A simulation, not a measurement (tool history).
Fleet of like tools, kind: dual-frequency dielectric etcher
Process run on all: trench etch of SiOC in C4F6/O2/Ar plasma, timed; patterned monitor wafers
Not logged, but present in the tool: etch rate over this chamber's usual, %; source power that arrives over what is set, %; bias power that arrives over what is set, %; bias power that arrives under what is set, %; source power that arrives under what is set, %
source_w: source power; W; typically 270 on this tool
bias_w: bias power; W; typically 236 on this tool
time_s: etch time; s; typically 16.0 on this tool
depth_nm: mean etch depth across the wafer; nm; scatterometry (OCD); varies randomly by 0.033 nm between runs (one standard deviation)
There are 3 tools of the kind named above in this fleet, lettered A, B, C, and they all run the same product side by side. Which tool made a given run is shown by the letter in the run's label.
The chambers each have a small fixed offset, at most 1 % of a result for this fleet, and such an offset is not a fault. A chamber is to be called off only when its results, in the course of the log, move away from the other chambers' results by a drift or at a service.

run	hour	source_w	bias_w	time_s	hours since the last wet clean	hours since the last source power generator calibration	hours since the last bias power generator calibration	read-back reference wafer on the same gauge, depth_nm	depth_nm
1C	7.0	270	236	16.0	531.9	3845.6	254.6	30.699	31.411
2A	16.0	270	236	16.0	240.5	1782.2	1139.1	30.688	30.969
3B	20.6	270	236	16.0	413.0	3029.6	2429.0	30.680	31.100
4B	26.4	270	236	16.0	418.8	3035.4	2434.8	30.679	31.123
5C	33.5	270	236	16.0	558.4	3872.1	281.1	30.671	31.430
6A	37.6	270	236	16.0	262.1	1803.8	1160.7	30.674	30.917
7C	41.7	270	236	16.0	566.6	3880.3	289.3	30.667	31.400
8B	46.5	270	236	16.0	438.9	3055.5	2454.9	30.672	31.075
9A	50.7	310	236	16.0	275.2	1816.9	1173.8	30.659	32.577
10A	57.8	310	236	16.0	282.3	1824.0	1180.9	30.667	32.569
11B	66.6	310	236	16.0	459.0	3075.6	2475.0	30.662	32.824
12C	71.7	270	236	16.0	596.6	3910.3	319.3	30.649	31.326
# hour 72.4: chamber C: wet clean of the chamber
13B	79.5	270	236	16.0	471.9	3088.5	2487.9	30.641	31.156
14C	88.6	270	236	16.0	16.2	3927.2	336.2	30.628	31.329
15A	94.6	270	236	16.0	319.1	1860.8	1217.7	30.634	30.902
16B	102.6	270	236	16.0	495.0	3111.6	2511.0	30.627	31.051
# hour 110.9: chamber C: source power generator calibrated
17C	111.7	270	236	16.0	39.3	0.8	359.3	30.611	31.345
18A	119.0	270	236	16.0	343.5	1885.2	1242.1	30.615	30.833
19C	127.0	270	236	16.0	54.6	16.1	374.6	30.609	31.392
20A	133.3	270	236	12.5	357.8	1899.5	1256.4	30.611	24.136
21B	138.2	270	236	12.5	530.6	3147.2	2546.6	30.589	24.252
22A	142.7	270	236	12.5	367.2	1908.9	1265.8	30.595	24.124
23C	150.6	270	236	16.0	78.2	39.7	398.2	30.587	31.303
24B	156.1	270	236	16.0	548.5	3165.1	2564.5	30.582	30.982
25C	162.6	220	236	13.0	90.2	51.7	410.2	30.584	23.519
26B	168.3	220	236	13.0	560.7	3177.3	2576.7	30.578	23.317
27A	172.7	220	236	13.0	397.2	1938.9	1295.8	30.579	23.226

Each of the 3 chambers runs these same settings next. Fill in every chamber's results:
28A	179.4	270	178	16.0					?
28B	179.4	270	178	16.0					?
28C	179.4	270	178	16.0					?

run	depth_nm
28A	28.101
28B	28.181
28C	28.447

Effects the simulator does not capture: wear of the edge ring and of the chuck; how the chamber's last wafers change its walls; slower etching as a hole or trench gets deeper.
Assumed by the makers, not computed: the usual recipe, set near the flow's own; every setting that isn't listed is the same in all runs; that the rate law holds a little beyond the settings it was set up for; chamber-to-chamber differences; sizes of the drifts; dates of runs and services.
